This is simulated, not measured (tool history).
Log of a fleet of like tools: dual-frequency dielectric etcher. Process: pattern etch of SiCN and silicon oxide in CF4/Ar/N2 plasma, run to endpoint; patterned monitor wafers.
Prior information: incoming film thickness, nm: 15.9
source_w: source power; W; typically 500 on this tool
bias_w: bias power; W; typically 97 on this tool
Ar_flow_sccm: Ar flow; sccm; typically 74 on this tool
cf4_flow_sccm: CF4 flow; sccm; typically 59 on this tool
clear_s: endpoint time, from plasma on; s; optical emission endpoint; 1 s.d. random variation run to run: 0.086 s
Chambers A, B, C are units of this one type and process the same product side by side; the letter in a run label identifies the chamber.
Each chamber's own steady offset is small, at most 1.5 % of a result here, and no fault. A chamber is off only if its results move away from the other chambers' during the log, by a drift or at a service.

| run | hour | source_w | bias_w | Ar_flow_sccm | cf4_flow_sccm | clear_s |
|---|---|---|---|---|---|---|
| 1B | 7.3 | 500 | 97 | 74 | 59 | 15.011 |
| 2A | 14.5 | 500 | 97 | 74 | 59 | 15.064 |
| 3C | 23.2 | 500 | 97 | 74 | 59 | 14.937 |
| 4B | 31.5 | 500 | 97 | 74 | 59 | 14.880 |
| 5A | 39.6 | 500 | 97 | 74 | 59 | 15.151 |
| 6C | 49.3 | 500 | 97 | 74 | 59 | 15.075 |
| 7B | 54.0 | 500 | 97 | 74 | 59 | 15.035 |
| 8C | 58.4 | 500 | 97 | 74 | 59 | 14.991 |
| 9A | 63.4 | 500 | 97 | 74 | 59 | 14.978 |
| 10C | 68.1 | 500 | 97 | 74 | 59 | 14.917 |
|  | 69.6 | chamber A: wet clean of the chamber |
| 11A | 74.5 | 500 | 97 | 74 | 68 | 14.815 |
|  | 74.9 | chamber B: wet clean of the chamber |
| 12B | 81.0 | 500 | 97 | 74 | 68 | 15.547 |
| 13A | 87.9 | 500 | 97 | 74 | 68 | 14.654 |
|  | 93.2 | chamber A: CF4 flow controller replaced |
| 14B | 94.6 | 500 | 97 | 74 | 59 | 15.842 |
| 15C | 103.3 | 500 | 97 | 74 | 59 | 15.068 |
| 16B | 107.6 | 500 | 97 | 74 | 59 | 15.714 |
| 17A | 114.0 | 500 | 97 | 74 | 59 | 15.057 |
| 18C | 122.8 | 500 | 97 | 74 | 59 | 15.145 |
| 19C | 130.8 | 500 | 97 | 74 | 59 | 14.888 |
| 20B | 135.3 | 500 | 97 | 74 | 59 | 15.706 |
| 21A | 139.8 | 500 | 97 | 74 | 59 | 15.126 |

One chamber off, gauge drift, or nothing amiss beyond the chambers' own small offsets? If it is a chamber, which one, and what is the likeliest cause?

Chamber B has stood off from the others ever since a service on it.
What lies behind it: etch rate under this chamber's usual, % = 5.22.

Which of the 4 candidates below, each the usual settings with something changed and its results left as question marks, puts chamber B back in line with what the other chambers give on the usual settings?
In line means no further than this from the other chambers' mean on the usual settings: clear_s 0.300 s
| 22B-1 | 147.0 | 480 | 95 | 74 | 59 | ? |
| 22B-2 | 147.0 | 500 | 110 | 74 | 59 | ? |
| 22B-3 | 147.0 | 540 | 100 | 73 | 60 | ? |
| 22B-4 | 147.0 | 500 | 77 | 74 | 59 | ? |

What the other chambers average on the usual settings: clear_s 15.036 s
| run | clear_s |
|---|---|
| 22B-1 | 16.443 |
| 22B-2 | 15.064 |
| 22B-3 | 14.525 |
| 22B-4 | 17.066 |
22B-2 puts the chamber back in line with the other chambers.

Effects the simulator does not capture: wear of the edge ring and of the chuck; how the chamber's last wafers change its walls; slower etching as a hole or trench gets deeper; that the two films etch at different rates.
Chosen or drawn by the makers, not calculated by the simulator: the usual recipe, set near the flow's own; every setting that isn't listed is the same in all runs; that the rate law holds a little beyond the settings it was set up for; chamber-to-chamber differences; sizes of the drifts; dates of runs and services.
